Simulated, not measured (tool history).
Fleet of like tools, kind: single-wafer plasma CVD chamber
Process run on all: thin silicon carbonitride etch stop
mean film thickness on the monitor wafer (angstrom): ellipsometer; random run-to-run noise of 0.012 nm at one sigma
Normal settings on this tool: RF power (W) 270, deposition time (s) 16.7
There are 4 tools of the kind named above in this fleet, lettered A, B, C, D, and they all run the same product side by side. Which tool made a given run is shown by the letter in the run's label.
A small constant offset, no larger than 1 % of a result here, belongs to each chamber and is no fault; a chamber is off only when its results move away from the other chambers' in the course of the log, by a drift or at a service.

run	hour	RF power (W)	deposition time (s)	read-back reference wafer on the same gauge, thickness_nm	mean film thickness on the monitor wafer (angstrom)
1A	7	270	16.7	8.4993	104.96
2C	18.7	270	16.7	8.499	104.08
3D	27.2	270	16.7	8.4962	104.21
4B	39.3	270	16.7	8.4958	104.16
5C	45.3	220	16.7	8.4914	97.75
6D	55	220	16.7	8.4934	97.66
7B	64.6	220	16.7	8.4867	98.09
8A	74.1	220	16.7	8.4856	98.645
9B	79.8	270	16.7	8.4878	103.9
# hour 88.5: chamber A: thermocouple changed; heater temperature recalibrated
10D	92.3	270	16.7	8.4839	104.02
11C	101.6	270	16.7	8.4832	103.69
12A	112	270	16.7	8.4801	104.41
# hour 117.7: chamber D: RF generator calibrated
13C	121.8	270	16.7	8.4777	103.86
14D	133.3	320	16.7	8.4781	109.4
15A	140.1	320	16.7	8.4758	110.04
16B	148.5	320	16.7	8.4739	109.1
17C	161.1	320	16.7	8.4718	109.05
18B	170.7	270	16.7	8.4715	103.91
19A	184	240	16.7	8.47	100.95
20D	190.5	240	16.7	8.468	100.04
21B	198	240	16.7	8.467	100.3
22A	210.7	240	16.7	8.4636	100.87
23C	220.4	220	14.9	8.4626	86.809
24D	228.9	220	14.9	8.461	86.98

Next, every chamber runs the same settings. What will each give?
25A	238.5	270	16.7		?
25B	238.5	270	16.7		?
25C	238.5	270	16.7		?
25D	238.5	270	16.7		?

run	mean film thickness on the monitor wafer (angstrom)
25A	104.16
25B	103.83
25C	103.38
25D	103.61
